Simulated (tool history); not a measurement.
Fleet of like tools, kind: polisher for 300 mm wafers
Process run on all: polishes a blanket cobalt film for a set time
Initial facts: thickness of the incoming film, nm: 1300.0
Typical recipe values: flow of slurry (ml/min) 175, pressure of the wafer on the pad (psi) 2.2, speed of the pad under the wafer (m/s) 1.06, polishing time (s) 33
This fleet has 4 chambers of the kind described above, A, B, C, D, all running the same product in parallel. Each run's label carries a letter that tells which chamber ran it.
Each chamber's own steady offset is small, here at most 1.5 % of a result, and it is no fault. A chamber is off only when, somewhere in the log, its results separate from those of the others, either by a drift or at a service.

| run | hour | flow of slurry (ml/min) | pressure of the wafer on the pad (psi) | speed of the pad under the wafer (m/s) | polishing time (s) | film removed (angstrom) |
|---|---|---|---|---|---|---|
|  | 4.4 | chamber B: worn pad replaced by a new one |
| 1B | 12.8 | 175 | 2.2 | 1.06 | 33 | 1643.8 |
|  | 13.5 | chamber A: worn pad replaced by a new one |
| 2A | 24.4 | 175 | 2.2 | 1.06 | 33 | 1632.5 |
| 3C | 31.4 | 175 | 2.2 | 1.06 | 33 | 1629.7 |
|  | 34.3 | chamber C: worn pad replaced by a new one |
| 4D | 42.9 | 175 | 2.2 | 1.06 | 33 | 1621.2 |
| 5A | 49.6 | 175 | 2.2 | 1.06 | 33 | 1636.1 |
|  | 52.8 | chamber D: worn pad replaced by a new one |
| 6C | 57.4 | 205 | 2.2 | 0.84 | 33 | 1317.3 |
| 7B | 68.3 | 205 | 2.2 | 0.84 | 33 | 1318.5 |
| 8D | 79.1 | 205 | 2.2 | 0.84 | 33 | 1310.8 |
|  | 80.3 | chamber B: worn pad replaced by a new one |
| 9C | 92.1 | 205 | 2.2 | 0.84 | 33 | 1303.6 |
|  | 92.9 | chamber A: worn pad replaced by a new one |
| 10B | 98.7 | 175 | 2.2 | 1.06 | 33 | 1603.1 |
| 11D | 107.8 | 175 | 2.2 | 1.06 | 33 | 1581.6 |
| 12A | 119.4 | 175 | 2.2 | 1.06 | 33 | 1607.4 |
| 13D | 132.0 | 175 | 2.9 | 1.06 | 33 | 2100.3 |
|  | 138.9 | chamber C: worn pad replaced by a new one |
| 14A | 140.5 | 175 | 2.9 | 1.06 | 33 | 2177.7 |
|  | 142.9 | chamber D: worn pad replaced by a new one |
| 15C | 154.4 | 175 | 2.9 | 1.06 | 33 | 2147.8 |
|  | 163.1 | chamber A: head pressure recalibrated |
|  | 164.9 | chamber B: worn pad replaced by a new one |
| 16B | 165.1 | 175 | 2.9 | 1.06 | 33 | 2145.6 |
| 17C | 172.1 | 175 | 2.2 | 1.06 | 33 | 1617.8 |
|  | 177.4 | chamber A: worn pad replaced by a new one |
| 18A | 184.7 | 175 | 1.5 | 1.06 | 33 | 1133.4 |
| 19D | 194.7 | 175 | 1.5 | 1.06 | 33 | 1084.9 |
| 20B | 205.6 | 175 | 1.5 | 1.06 | 33 | 1106.0 |
| 21A | 219.6 | 175 | 1.5 | 1.06 | 33 | 1131.7 |
|  | 223.6 | chamber C: slurry nozzle cleaned |
|  | 225.9 | chamber D: worn pad replaced by a new one |
|  | 229.9 | chamber C: worn pad replaced by a new one |
|  | 232.4 | chamber A: slurry nozzle cleaned |
| 22C | 233.3 | 175 | 2.2 | 1.06 | 33 | 1618.8 |
| 23B | 242.3 | 175 | 2.2 | 1.06 | 33 | 1597.4 |
|  | 248.0 | chamber B: slurry nozzle cleaned |
| 24D | 252.2 | 175 | 2.2 | 1.06 | 33 | 1569.3 |
|  | 255.1 | chamber B: worn pad replaced by a new one |
| 25B | 266.1 | 175 | 2.2 | 1.06 | 33 | 1613.2 |
|  | 269.5 | chamber A: worn pad replaced by a new one |
| 26A | 273.0 | 175 | 2.2 | 1.06 | 33 | 1646.8 |
| 27C | 281.3 | 175 | 2.2 | 1.06 | 33 | 1639.8 |
| 28D | 294.4 | 175 | 2.2 | 1.06 | 33 | 1570.7 |
| 29A | 300.5 | 175 | 2.2 | 1.06 | 33 | 1626.8 |
|  | 305.7 | chamber D: worn pad replaced by a new one |
| 30C | 308.5 | 175 | 2.2 | 1.06 | 33 | 1637.7 |
| 31B | 319.5 | 175 | 2.2 | 1.06 | 33 | 1633.1 |
|  | 323.5 | chamber C: worn pad replaced by a new one |
|  | 329.3 | chamber B: worn pad replaced by a new one |
| 32D | 330.9 | 215 | 2.2 | 0.86 | 33 | 1314.7 |
| 33B | 337.3 | 215 | 2.2 | 0.86 | 33 | 1366.5 |
| 34C | 351.2 | 215 | 2.2 | 0.86 | 33 | 1362.4 |
|  | 363.7 | chamber A: worn pad replaced by a new one |
| 35D | 364.7 | 215 | 2.2 | 0.86 | 33 | 1313.4 |
| 36A | 374.3 | 175 | 2.2 | 1.06 | 33 | 1648.1 |
| 37B | 386.6 | 175 | 2.2 | 1.06 | 33 | 1616.6 |
|  | 393.5 | chamber D: worn pad replaced by a new one |
| 38C | 398.1 | 175 | 2.2 | 1.06 | 33 | 1617.5 |
| 39D | 410.1 | 175 | 2.2 | 1.06 | 33 | 1504.5 |

Next, all 4 chambers run the settings below, one line each with question marks for the results. What does each chamber give?
| 40A | 420.1 | 195 | 2.2 | 1.06 | 33 | ? |
| 40B | 420.1 | 195 | 2.2 | 1.06 | 33 | ? |
| 40C | 420.1 | 195 | 2.2 | 1.06 | 33 | ? |
| 40D | 420.1 | 195 | 2.2 | 1.06 | 33 | ? |

| run | film removed (angstrom) |
|---|---|
| 40A | 1667.7 |
| 40B | 1644.1 |
| 40C | 1679.2 |
| 40D | 1581.0 |
